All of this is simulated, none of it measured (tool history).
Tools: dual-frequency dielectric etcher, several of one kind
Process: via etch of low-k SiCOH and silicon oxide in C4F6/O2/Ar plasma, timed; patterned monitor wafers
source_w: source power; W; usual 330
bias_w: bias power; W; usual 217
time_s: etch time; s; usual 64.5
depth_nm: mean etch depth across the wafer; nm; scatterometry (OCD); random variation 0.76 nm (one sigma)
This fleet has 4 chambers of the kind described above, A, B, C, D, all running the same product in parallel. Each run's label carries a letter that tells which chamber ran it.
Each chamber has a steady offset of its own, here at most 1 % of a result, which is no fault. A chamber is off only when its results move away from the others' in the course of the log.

run   hour  source_w  bias_w  time_s  read-back reference wafer on the same gauge, depth_nm  depth_nm
 1C    9.2       330     217    64.5                                                 192.96    167.05
 2D   17.1       330     217    64.5                                                  193.2    167.99
 3B   22.8       330     217    64.5                                                 192.91    164.06
      25.1  -- chamber D: wet clean of the chamber
 4A   30.8       330     217    64.5                                                 193.19    166.81
 5A   39.8       330     217    64.5                                                 193.13    166.73
 6C   48.5       330     217    64.5                                                 193.06    167.29
 7D     54       330     217      74                                                 192.65    189.91
 8B   60.3       330     217      74                                                 192.88    189.82
 9A   69.4       330     217      74                                                 192.95    190.09
10B   75.1       330     217      74                                                 193.06    188.28
11C   81.9       330     217      47                                                 192.91    121.06
      86.7  -- chamber A: wet clean of the chamber
12D   91.1       330     217      47                                                 193.02    121.96
13B  101.3       330     217      47                                                 193.05    119.06
     107.9  -- chamber C: wet clean of the chamber
14C  113.8       330     217      47                                                 192.89    121.83
15A  125.7       330     187    64.5                                                 192.97     157.5
16D    138       330     187    64.5                                                 193.06    159.45
17D  147.8       330     187    64.5                                                 193.03    159.29
18A  157.6       330     187    64.5                                                  193.1    157.95
19B  168.9       330     217    64.5                                                 193.11    164.67
20C  181.1       330     217    64.5                                                 192.93    166.86
21B  188.7       330     217    64.5                                                 192.86    165.07
22D  198.5       330     217    64.5                                                 192.88     167.7
23C    206       330     217    64.5                                                 192.79    165.66
24A  216.4       330     217    64.5                                                 193.02    165.04
25A  226.6       330     217    64.5                                                 192.96    166.75
26D  232.6       330     217    64.5                                                 192.99     167.5
27C    245       330     217    64.5                                                 192.96    166.36
28B  257.1       330     217    64.5                                                 193.15    165.39
29C    267       330     217    64.5                                                 192.97    165.74
30A  278.7       330     217    64.5                                                 192.86    166.81
31B    291       330     250    72.5                                                 192.85    193.42
32D  303.5       330     250    72.5                                                 193.12    196.41
33B  310.2       330     250    72.5                                                 193.16    194.66
34C  322.7       330     250    72.5                                                 192.92    197.37
35A  328.1       330     217    64.5                                                 192.98    167.18

Which is it: a chamber that has drifted or been left off by a service, a gauge drift common to all chambers, or only each chamber's usual small offset? If a chamber is off, name it and its likeliest cause.

Beyond each chamber's small constant offset nothing stands out, and the gauge stays steady.
